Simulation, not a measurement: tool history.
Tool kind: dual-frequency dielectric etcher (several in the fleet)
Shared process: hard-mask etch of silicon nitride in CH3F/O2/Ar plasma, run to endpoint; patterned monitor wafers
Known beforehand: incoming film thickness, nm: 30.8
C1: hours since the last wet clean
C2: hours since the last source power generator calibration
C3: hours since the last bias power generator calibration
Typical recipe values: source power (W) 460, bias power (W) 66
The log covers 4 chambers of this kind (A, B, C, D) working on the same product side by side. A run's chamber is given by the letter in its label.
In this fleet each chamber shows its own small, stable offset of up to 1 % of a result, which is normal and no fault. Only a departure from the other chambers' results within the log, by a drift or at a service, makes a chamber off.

run 1C hour=5.3 | source_power_(W)=460 bias_power_(W)=66 | C1=370.1 C2=144.0 C3=949.8 | endpoint_time_(s)=43.511
run 2B hour=13.5 | source_power_(W)=460 bias_power_(W)=66 | C1=183.2 C2=2654.4 C3=2837.0 | endpoint_time_(s)=43.400
run 3A hour=20.5 | source_power_(W)=460 bias_power_(W)=66 | C1=40.0 C2=679.9 C3=1006.7 | endpoint_time_(s)=43.458
run 4D hour=32.7 | source_power_(W)=460 bias_power_(W)=66 | C1=408.1 C2=2780.9 C3=1170.8 | endpoint_time_(s)=43.562
run 5A hour=42.7 | source_power_(W)=460 bias_power_(W)=66 | C1=62.2 C2=702.1 C3=1028.9 | endpoint_time_(s)=43.567
run 6C hour=51.1 | source_power_(W)=460 bias_power_(W)=66 | C1=415.9 C2=189.8 C3=995.6 | endpoint_time_(s)=43.791
run 7B hour=62.2 | source_power_(W)=550 bias_power_(W)=52 | C1=231.9 C2=2703.1 C3=2885.7 | endpoint_time_(s)=43.600
run 8D hour=72.8 | source_power_(W)=550 bias_power_(W)=52 | C1=448.2 C2=2821.0 C3=1210.9 | endpoint_time_(s)=43.884
-- hour=79.5 chamber C: wet clean of the chamber
run 9D hour=83.1 | source_power_(W)=550 bias_power_(W)=52 | C1=458.5 C2=2831.3 C3=1221.2 | endpoint_time_(s)=43.830
run 10A hour=92.9 | source_power_(W)=550 bias_power_(W)=52 | C1=112.4 C2=752.3 C3=1079.1 | endpoint_time_(s)=43.798
run 11C hour=103.8 | source_power_(W)=460 bias_power_(W)=66 | C1=24.3 C2=242.5 C3=1048.3 | endpoint_time_(s)=41.723
run 12B hour=112.3 | source_power_(W)=460 bias_power_(W)=66 | C1=282.0 C2=2753.2 C3=2935.8 | endpoint_time_(s)=43.428
run 13D hour=119.6 | source_power_(W)=460 bias_power_(W)=66 | C1=495.0 C2=2867.8 C3=1257.7 | endpoint_time_(s)=43.781
-- hour=124.2 chamber D: wet clean of the chamber
run 14B hour=128.6 | source_power_(W)=460 bias_power_(W)=66 | C1=298.3 C2=2769.5 C3=2952.1 | endpoint_time_(s)=43.114
run 15C hour=136.9 | source_power_(W)=460 bias_power_(W)=66 | C1=57.4 C2=275.6 C3=1081.4 | endpoint_time_(s)=42.049
run 16A hour=148.7 | source_power_(W)=460 bias_power_(W)=66 | C1=168.2 C2=808.1 C3=1134.9 | endpoint_time_(s)=43.604
run 17B hour=154.1 | source_power_(W)=460 bias_power_(W)=66 | C1=323.8 C2=2795.0 C3=2977.6 | endpoint_time_(s)=43.268
run 18C hour=160.6 | source_power_(W)=460 bias_power_(W)=66 | C1=81.1 C2=299.3 C3=1105.1 | endpoint_time_(s)=41.655
run 19D hour=166.3 | source_power_(W)=460 bias_power_(W)=66 | C1=42.1 C2=2914.5 C3=1304.4 | endpoint_time_(s)=43.657
run 20A hour=172.2 | source_power_(W)=360 bias_power_(W)=78 | C1=191.7 C2=831.6 C3=1158.4 | endpoint_time_(s)=45.364
run 21D hour=183.9 | source_power_(W)=360 bias_power_(W)=78 | C1=59.7 C2=2932.1 C3=1322.0 | endpoint_time_(s)=45.516
run 22C hour=191.5 | source_power_(W)=360 bias_power_(W)=78 | C1=112.0 C2=330.2 C3=1136.0 | endpoint_time_(s)=43.583
run 23B hour=201.0 | source_power_(W)=360 bias_power_(W)=78 | C1=370.7 C2=2841.9 C3=3024.5 | endpoint_time_(s)=45.058
run 24A hour=208.9 | source_power_(W)=460 bias_power_(W)=66 | C1=228.4 C2=868.3 C3=1195.1 | endpoint_time_(s)=43.415
run 25A hour=220.8 | source_power_(W)=460 bias_power_(W)=66 | C1=240.3 C2=880.2 C3=1207.0 | endpoint_time_(s)=43.483
run 26B hour=229.4 | source_power_(W)=460 bias_power_(W)=66 | C1=399.1 C2=2870.3 C3=3052.9 | endpoint_time_(s)=43.441
run 27D hour=235.6 | source_power_(W)=570 bias_power_(W)=74 | C1=111.4 C2=2983.8 C3=1373.7 | endpoint_time_(s)=38.816
run 28C hour=245.7 | source_power_(W)=570 bias_power_(W)=74 | C1=166.2 C2=384.4 C3=1190.2 | endpoint_time_(s)=37.221

Each of the 4 chambers runs these same settings next. Fill in every chamber's results:
run 29A hour=254.6 | source_power_(W)=460 bias_power_(W)=66 | endpoint_time_(s)=?
run 29B hour=254.6 | source_power_(W)=460 bias_power_(W)=66 | endpoint_time_(s)=?
run 29C hour=254.6 | source_power_(W)=460 bias_power_(W)=66 | endpoint_time_(s)=?
run 29D hour=254.6 | source_power_(W)=460 bias_power_(W)=66 | endpoint_time_(s)=?

run=29A endpoint_time_(s)=43.554
run=29B endpoint_time_(s)=43.398
run=29C endpoint_time_(s)=41.804
run=29D endpoint_time_(s)=43.758

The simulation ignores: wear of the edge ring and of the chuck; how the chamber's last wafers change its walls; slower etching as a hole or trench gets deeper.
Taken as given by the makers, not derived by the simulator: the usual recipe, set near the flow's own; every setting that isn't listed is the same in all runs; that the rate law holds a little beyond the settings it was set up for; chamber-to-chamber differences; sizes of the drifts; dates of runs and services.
